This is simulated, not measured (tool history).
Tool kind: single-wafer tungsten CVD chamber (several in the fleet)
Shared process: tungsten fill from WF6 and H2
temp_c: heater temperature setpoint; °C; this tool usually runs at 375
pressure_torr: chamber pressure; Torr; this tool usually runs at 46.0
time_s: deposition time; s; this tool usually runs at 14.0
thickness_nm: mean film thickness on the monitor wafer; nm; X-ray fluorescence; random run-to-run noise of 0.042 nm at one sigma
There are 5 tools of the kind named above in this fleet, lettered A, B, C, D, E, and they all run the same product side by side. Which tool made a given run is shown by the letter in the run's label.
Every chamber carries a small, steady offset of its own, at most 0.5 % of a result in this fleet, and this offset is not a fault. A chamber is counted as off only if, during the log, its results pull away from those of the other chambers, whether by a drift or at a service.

run,hour,temp_c,pressure_torr,time_s,"read-back reference wafer on the same gauge, thickness_nm",thickness_nm
1E,5.4,375,46.0,14.0,35.399,30.218
2C,12.3,375,46.0,14.0,35.396,30.293
3B,17.1,375,46.0,14.0,35.378,30.340
4A,23.4,375,46.0,14.0,35.373,30.259
5D,27.8,375,46.0,14.0,35.376,30.409
6B,34.1,375,46.0,14.0,35.375,30.258
7A,37.8,366,46.0,15.9,35.381,28.552
8E,43.4,366,46.0,15.9,35.376,28.510
# hour 46.8: chamber B: thermocouple changed; heater temperature recalibrated
9D,49.6,366,46.0,15.9,35.357,28.488
10C,54.8,366,46.0,15.9,35.354,28.472
# hour 56.5: chamber B: capacitance manometer re-zeroed and calibrated
11C,60.2,366,46.0,15.9,35.345,28.442
12D,66.0,375,46.0,14.0,35.351,30.379
13B,69.6,375,46.0,14.0,35.336,30.321
14E,73.9,375,46.0,14.0,35.346,30.168
15A,81.0,375,46.0,14.0,35.325,30.277
16D,84.8,375,46.0,14.0,35.349,30.358
17A,92.7,375,46.0,14.0,35.329,30.325
18C,97.7,375,46.0,14.0,35.314,30.304
19E,101.6,375,46.0,14.0,35.312,30.255
20B,108.4,375,46.0,14.0,35.308,30.340
21A,116.4,386,53.6,14.0,35.307,40.394
22C,124.3,386,53.6,14.0,35.311,40.502
23B,128.3,386,53.6,14.0,35.295,40.672
24D,136.0,386,53.6,14.0,35.286,40.505
25E,141.4,386,53.6,14.0,35.282,40.352
26B,145.1,375,46.0,14.0,35.274,30.296
27A,149.1,375,46.0,14.0,35.275,30.271
28C,154.0,375,46.0,14.0,35.288,30.195
29E,160.4,375,46.0,14.0,35.269,30.215
30D,167.4,375,46.0,14.0,35.248,30.245
31B,172.6,375,51.5,15.1,35.257,34.380
32D,177.1,375,51.5,15.1,35.249,34.349
# hour 178.4: chamber A: capacitance manometer re-zeroed and calibrated
33E,180.6,375,51.5,15.1,35.250,34.307
34A,188.5,375,51.5,15.1,35.255,34.332
35C,193.8,375,51.5,15.1,35.237,34.288
36C,201.1,375,46.0,14.0,35.243,30.181
37E,208.1,375,51.1,14.0,35.242,31.622
38D,212.8,375,51.1,14.0,35.231,31.809
# hour 213.3: chamber D: capacitance manometer re-zeroed and calibrated
39A,216.5,375,51.1,14.0,35.225,31.646
40B,221.9,375,51.1,14.0,35.227,31.741
41D,227.8,375,51.1,14.0,35.224,31.662
42B,232.2,375,46.0,14.0,35.206,30.341
43A,236.4,375,46.0,14.0,35.216,30.158
44C,241.9,375,46.0,14.0,35.206,30.145

Decide between three cases: one chamber stands off from its peers, the gauge reading all wafers drifts, or nothing is wrong past each chamber's small offset. Where a chamber is off, say which and what most likely put it there.

No chamber is off; the gauge reading every chamber's wafers drifts, which makes the whole fleet appear to move together.
Cause: gauge reads low (%) = 0.567.

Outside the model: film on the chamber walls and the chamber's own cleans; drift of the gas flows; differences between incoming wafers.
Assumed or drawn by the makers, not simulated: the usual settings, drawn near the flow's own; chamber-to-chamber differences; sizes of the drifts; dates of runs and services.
